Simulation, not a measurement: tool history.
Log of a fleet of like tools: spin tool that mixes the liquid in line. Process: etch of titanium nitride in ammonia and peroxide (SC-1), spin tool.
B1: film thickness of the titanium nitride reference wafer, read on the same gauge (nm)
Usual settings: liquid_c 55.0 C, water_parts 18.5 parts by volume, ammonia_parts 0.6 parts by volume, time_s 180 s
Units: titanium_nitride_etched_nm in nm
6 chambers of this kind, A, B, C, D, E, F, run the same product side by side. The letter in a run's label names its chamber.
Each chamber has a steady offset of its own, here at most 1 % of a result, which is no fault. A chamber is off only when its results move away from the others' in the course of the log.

{"hour": 2.8, "done": "chamber F: ammonia flow meter replaced"}
{"run": "1E", "hour": 6.1, "liquid_c": 55.0, "water_parts": 18.5, "ammonia_parts": 0.6, "time_s": 180, "B1": 70.011, "titanium_nitride_etched_nm": 6.4604}
{"hour": 15.2, "done": "chamber B: ammonia flow meter replaced"}
{"run": "2F", "hour": 16.8, "liquid_c": 55.0, "water_parts": 18.5, "ammonia_parts": 0.6, "time_s": 180, "B1": 70.02, "titanium_nitride_etched_nm": 6.2987}
{"run": "3A", "hour": 26.5, "liquid_c": 55.0, "water_parts": 18.5, "ammonia_parts": 0.6, "time_s": 180, "B1": 70.042, "titanium_nitride_etched_nm": 6.3466}
{"run": "4B", "hour": 32.7, "liquid_c": 55.0, "water_parts": 18.5, "ammonia_parts": 0.6, "time_s": 180, "B1": 69.993, "titanium_nitride_etched_nm": 6.3482}
{"hour": 37.3, "done": "chamber D: new drum of ammonia solution connected"}
{"run": "5D", "hour": 41.8, "liquid_c": 55.0, "water_parts": 18.5, "ammonia_parts": 0.6, "time_s": 180, "B1": 70.026, "titanium_nitride_etched_nm": 6.3538}
{"run": "6C", "hour": 50.5, "liquid_c": 55.0, "water_parts": 18.5, "ammonia_parts": 0.6, "time_s": 180, "B1": 70.024, "titanium_nitride_etched_nm": 6.5005}
{"run": "7F", "hour": 61.4, "liquid_c": 55.0, "water_parts": 18.5, "ammonia_parts": 0.6, "time_s": 180, "B1": 70.009, "titanium_nitride_etched_nm": 6.3889}
{"hour": 70.0, "done": "chamber F: new drum of ammonia solution connected"}
{"run": "8B", "hour": 70.4, "liquid_c": 55.0, "water_parts": 18.5, "ammonia_parts": 0.6, "time_s": 180, "B1": 70.022, "titanium_nitride_etched_nm": 6.3458}
{"run": "9C", "hour": 77.9, "liquid_c": 55.0, "water_parts": 18.5, "ammonia_parts": 0.6, "time_s": 180, "B1": 69.985, "titanium_nitride_etched_nm": 6.3884}
{"run": "10A", "hour": 87.2, "liquid_c": 55.0, "water_parts": 18.5, "ammonia_parts": 0.6, "time_s": 180, "B1": 69.994, "titanium_nitride_etched_nm": 6.4615}
{"run": "11E", "hour": 95.8, "liquid_c": 55.0, "water_parts": 18.5, "ammonia_parts": 0.6, "time_s": 180, "B1": 69.998, "titanium_nitride_etched_nm": 6.3877}
{"run": "12D", "hour": 107.3, "liquid_c": 55.0, "water_parts": 18.5, "ammonia_parts": 0.6, "time_s": 180, "B1": 69.993, "titanium_nitride_etched_nm": 6.3032}
{"run": "13E", "hour": 118.4, "liquid_c": 55.0, "water_parts": 18.5, "ammonia_parts": 0.6, "time_s": 180, "B1": 70.034, "titanium_nitride_etched_nm": 6.4406}
{"run": "14C", "hour": 129.6, "liquid_c": 55.0, "water_parts": 18.5, "ammonia_parts": 0.6, "time_s": 180, "B1": 69.978, "titanium_nitride_etched_nm": 6.3937}
{"run": "15A", "hour": 140.2, "liquid_c": 55.0, "water_parts": 18.5, "ammonia_parts": 0.6, "time_s": 180, "B1": 70.021, "titanium_nitride_etched_nm": 6.3421}
{"run": "16F", "hour": 149.2, "liquid_c": 55.0, "water_parts": 18.5, "ammonia_parts": 0.6, "time_s": 180, "B1": 69.971, "titanium_nitride_etched_nm": 6.2711}
{"run": "17B", "hour": 155.4, "liquid_c": 55.0, "water_parts": 18.5, "ammonia_parts": 0.6, "time_s": 180, "B1": 70.017, "titanium_nitride_etched_nm": 6.4093}
{"hour": 159.7, "done": "chamber A: heated supply line repaired"}
{"hour": 162.9, "done": "chamber D: ammonia flow meter replaced"}
{"run": "18D", "hour": 165.1, "liquid_c": 55.0, "water_parts": 18.5, "ammonia_parts": 0.6, "time_s": 180, "B1": 70.01, "titanium_nitride_etched_nm": 6.3538}
{"run": "19E", "hour": 170.4, "liquid_c": 55.0, "water_parts": 18.5, "ammonia_parts": 0.6, "time_s": 180, "B1": 69.994, "titanium_nitride_etched_nm": 6.3588}
{"run": "20A", "hour": 181.8, "liquid_c": 55.0, "water_parts": 18.5, "ammonia_parts": 0.6, "time_s": 180, "B1": 69.999, "titanium_nitride_etched_nm": 6.517}
{"run": "21F", "hour": 194.0, "liquid_c": 55.0, "water_parts": 18.5, "ammonia_parts": 0.6, "time_s": 180, "B1": 69.98, "titanium_nitride_etched_nm": 6.3262}
{"run": "22C", "hour": 202.6, "liquid_c": 55.0, "water_parts": 18.5, "ammonia_parts": 0.6, "time_s": 180, "B1": 70.022, "titanium_nitride_etched_nm": 6.3785}
{"run": "23B", "hour": 214.5, "liquid_c": 55.0, "water_parts": 18.5, "ammonia_parts": 0.6, "time_s": 180, "B1": 70.014, "titanium_nitride_etched_nm": 6.3586}
{"run": "24D", "hour": 221.4, "liquid_c": 55.0, "water_parts": 18.5, "ammonia_parts": 0.6, "time_s": 180, "B1": 69.971, "titanium_nitride_etched_nm": 6.3464}
{"hour": 222.1, "done": "chamber A: ammonia flow meter replaced"}
{"run": "25F", "hour": 232.9, "liquid_c": 55.0, "water_parts": 18.5, "ammonia_parts": 0.6, "time_s": 180, "B1": 70.004, "titanium_nitride_etched_nm": 6.3367}
{"hour": 239.9, "done": "chamber C: new drum of ammonia solution connected"}
{"run": "26E", "hour": 241.8, "liquid_c": 55.0, "water_parts": 18.5, "ammonia_parts": 0.6, "time_s": 180, "B1": 69.996, "titanium_nitride_etched_nm": 6.3942}
{"run": "27D", "hour": 253.9, "liquid_c": 55.0, "water_parts": 18.5, "ammonia_parts": 0.6, "time_s": 180, "B1": 70.001, "titanium_nitride_etched_nm": 6.291}
{"run": "28A", "hour": 266.1, "liquid_c": 55.0, "water_parts": 18.5, "ammonia_parts": 0.6, "time_s": 180, "B1": 69.997, "titanium_nitride_etched_nm": 6.6509}
{"run": "29C", "hour": 276.8, "liquid_c": 55.0, "water_parts": 18.5, "ammonia_parts": 0.6, "time_s": 180, "B1": 69.99, "titanium_nitride_etched_nm": 6.4022}
{"run": "30B", "hour": 286.2, "liquid_c": 55.0, "water_parts": 18.5, "ammonia_parts": 0.6, "time_s": 180, "B1": 69.989, "titanium_nitride_etched_nm": 6.4012}
{"run": "31D", "hour": 294.3, "liquid_c": 55.0, "water_parts": 18.5, "ammonia_parts": 0.6, "time_s": 180, "B1": 69.997, "titanium_nitride_etched_nm": 6.3392}
{"run": "32E", "hour": 302.8, "liquid_c": 55.0, "water_parts": 18.5, "ammonia_parts": 0.6, "time_s": 180, "B1": 69.999, "titanium_nitride_etched_nm": 6.3988}
{"run": "33F", "hour": 310.2, "liquid_c": 55.0, "water_parts": 18.5, "ammonia_parts": 0.6, "time_s": 180, "B1": 69.979, "titanium_nitride_etched_nm": 6.3372}
{"run": "34A", "hour": 317.3, "liquid_c": 55.0, "water_parts": 18.5, "ammonia_parts": 0.6, "time_s": 180, "B1": 69.995, "titanium_nitride_etched_nm": 6.7934}
{"run": "35B", "hour": 324.6, "liquid_c": 61.5, "water_parts": 18.5, "ammonia_parts": 0.6, "time_s": 180, "B1": 70.039, "titanium_nitride_etched_nm": 9.8167}
{"run": "36C", "hour": 330.7, "liquid_c": 61.5, "water_parts": 18.5, "ammonia_parts": 0.6, "time_s": 180, "B1": 70.037, "titanium_nitride_etched_nm": 9.9152}
{"run": "37F", "hour": 339.5, "liquid_c": 61.5, "water_parts": 18.5, "ammonia_parts": 0.6, "time_s": 180, "B1": 69.979, "titanium_nitride_etched_nm": 9.726}
{"run": "38A", "hour": 349.2, "liquid_c": 61.5, "water_parts": 18.5, "ammonia_parts": 0.6, "time_s": 180, "B1": 70.005, "titanium_nitride_etched_nm": 10.578}

Next, every chamber runs the same settings. What will each give?
{"run": "39A", "hour": 358.1, "liquid_c": 55.0, "water_parts": 18.5, "ammonia_parts": 0.6, "time_s": 180, "titanium_nitride_etched_nm": "?"}
{"run": "39B", "hour": 358.1, "liquid_c": 55.0, "water_parts": 18.5, "ammonia_parts": 0.6, "time_s": 180, "titanium_nitride_etched_nm": "?"}
{"run": "39C", "hour": 358.1, "liquid_c": 55.0, "water_parts": 18.5, "ammonia_parts": 0.6, "time_s": 180, "titanium_nitride_etched_nm": "?"}
{"run": "39D", "hour": 358.1, "liquid_c": 55.0, "water_parts": 18.5, "ammonia_parts": 0.6, "time_s": 180, "titanium_nitride_etched_nm": "?"}
{"run": "39E", "hour": 358.1, "liquid_c": 55.0, "water_parts": 18.5, "ammonia_parts": 0.6, "time_s": 180, "titanium_nitride_etched_nm": "?"}
{"run": "39F", "hour": 358.1, "liquid_c": 55.0, "water_parts": 18.5, "ammonia_parts": 0.6, "time_s": 180, "titanium_nitride_etched_nm": "?"}

run=39A titanium_nitride_etched_nm=6.8511
run=39B titanium_nitride_etched_nm=6.4217
run=39C titanium_nitride_etched_nm=6.4923
run=39D titanium_nitride_etched_nm=6.3298
run=39E titanium_nitride_etched_nm=6.4298
run=39F titanium_nitride_etched_nm=6.3646

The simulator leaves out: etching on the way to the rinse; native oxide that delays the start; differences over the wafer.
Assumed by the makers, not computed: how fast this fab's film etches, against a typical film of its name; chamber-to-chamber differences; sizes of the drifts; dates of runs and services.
